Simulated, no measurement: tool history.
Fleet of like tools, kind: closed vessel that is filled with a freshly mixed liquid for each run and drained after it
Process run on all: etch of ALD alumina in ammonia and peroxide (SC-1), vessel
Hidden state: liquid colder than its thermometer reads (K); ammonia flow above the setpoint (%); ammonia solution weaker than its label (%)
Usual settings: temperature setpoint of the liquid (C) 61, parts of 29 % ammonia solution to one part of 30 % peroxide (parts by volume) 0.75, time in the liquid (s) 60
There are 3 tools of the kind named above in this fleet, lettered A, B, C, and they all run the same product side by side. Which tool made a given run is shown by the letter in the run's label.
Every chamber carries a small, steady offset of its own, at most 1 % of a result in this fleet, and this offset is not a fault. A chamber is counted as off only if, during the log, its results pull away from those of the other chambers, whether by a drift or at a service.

run	day	temperature setpoint of the liquid (C)	parts of 29 % ammonia solution to one part of 30 % peroxide (parts by volume)	time in the liquid (s)	hours since the thermometer was replaced	hours since the ammonia flow meter was replaced	hours since the drum of ammonia solution was connected	read-back film thickness of the ALD alumina reference wafer, read on the same gauge (nm)	thickness taken off the ALD alumina on a monitor wafer (angstrom)
1A	0.512	61	0.75	60	1311.8	1658.7	270.8	120.01	79.139
2C	1.046	61	0.75	60	889.6	214.2	346.8	120	80.267
3B	1.608	61	0.75	60	695	759.1	53.2	120.01	79.917
4C	1.917	61	0.75	60	910.5	235.1	367.7	120	80.617
5A	2.258	61	0.75	60	1353.7	1700.6	312.7	119.99	78.8
6B	2.596	61	0.75	60	718.7	782.8	76.9	120	79.347
# day 3.038: chamber C: new drum of ammonia solution connected
7B	3.188	61	0.75	60	732.9	797	91.1	119.98	79.351
8A	3.7	61	0.75	60	1388.3	1735.2	347.3	120.01	78.768
9C	3.983	61	0.75	60	960.1	284.7	22.7	120.01	80.613
10B	4.533	61	0.75	60	765.2	829.3	123.4	120	79.563
11C	5.025	61	0.75	60	985.1	309.7	47.7	120	80.659
12A	5.608	61	0.75	60	1434.1	1781	393.1	120	78.862
13C	6.229	61	0.75	60	1014	338.6	76.6	119.99	80.629
14B	6.612	61	0.75	60	815.1	879.2	173.3	119.99	79.343
15A	7.108	61	0.75	60	1470.1	1817	429.1	120.01	78.703
16A	7.608	61	0.75	95	1482.1	1829	441.1	120	125.53
17C	7.954	61	0.75	95	1055.4	380	118	120.02	127.27
18B	8.458	61	0.75	95	859.4	923.5	217.6	119.98	126.37
19A	9.008	65	0.75	60	1515.7	1862.6	474.7	120.01	97.093
20B	9.508	65	0.75	60	884.6	948.7	242.8	119.99	96.756
21C	9.858	65	0.75	60	1101.1	425.7	163.7	120	97.803
22A	10.333	61	0.75	60	1547.5	1894.4	506.5	120	79.064
23C	10.85	64.5	0.75	90	1124.9	449.5	187.5	119.99	143.04
24B	11.208	64.5	0.75	90	925.4	989.5	283.6	119.98	141.64
25C	11.608	64.5	0.75	90	1143.1	467.7	205.7	120	143.49
26A	11.879	61	0.75	60	1584.6	1931.5	543.6	119.99	78.834
27B	12.462	55	0.75	90	955.5	1019.6	313.7	120.02	86.941
28C	12.812	55	0.75	90	1172	496.6	234.6	119.98	88.434
29B	13.138	55	0.75	90	971.7	1035.8	329.9	120.03	86.063
30A	13.725	61	0.75	60	1628.9	1975.8	587.9	120.01	79.338
# day 13.733: chamber B: ammonia flow meter replaced
31B	14.167	61	0.75	60	996.4	10.4	354.6	119.99	78.427
32A	14.533	61	0.75	60	1648.3	1995.2	607.3	119.97	79.383
33C	15.15	61	0.75	60	1228.1	552.7	290.7	120	80.688
34C	15.729	61	0.75	60	1242	566.6	304.6	119.99	80.687
35B	16	61	0.75	60	1040.4	54.4	398.6	119.99	78.129
36A	16.467	61	0.75	75	1694.7	2041.6	653.7	119.98	98.802
37C	16.896	61	0.75	75	1270	594.6	332.6	119.98	100.79

One chamber off, gauge drift, or nothing amiss beyond the chambers' own small offsets? If it is a chamber, which one, and what is the likeliest cause?

Chamber B drifts away from the others.
Likeliest cause: liquid colder than its thermometer reads (K) = 0.425.

Which of the 4 candidates below, each the usual settings with something changed and its results left as question marks, puts chamber B back in line with what the other chambers give on the usual settings?
A result is in line if it is within this distance of the other chambers' mean on the usual settings: thickness taken off the ALD alumina on a monitor wafer (angstrom) 0.89
38B-1	17.342	60.5	0.75	60					?
38B-2	17.342	61	0.45	60					?
38B-3	17.342	62	0.75	60					?
38B-4	17.342	61.5	0.75	60					?

On the usual settings, the other chambers give on average: thickness taken off the ALD alumina on a monitor wafer (angstrom) 79.83
run	thickness taken off the ALD alumina on a monitor wafer (angstrom)
38B-1	76.02
38B-2	74.428
38B-3	82.108
38B-4	80.047
The right change is 38B-4: it brings the chamber back within the allowed miss of the others.
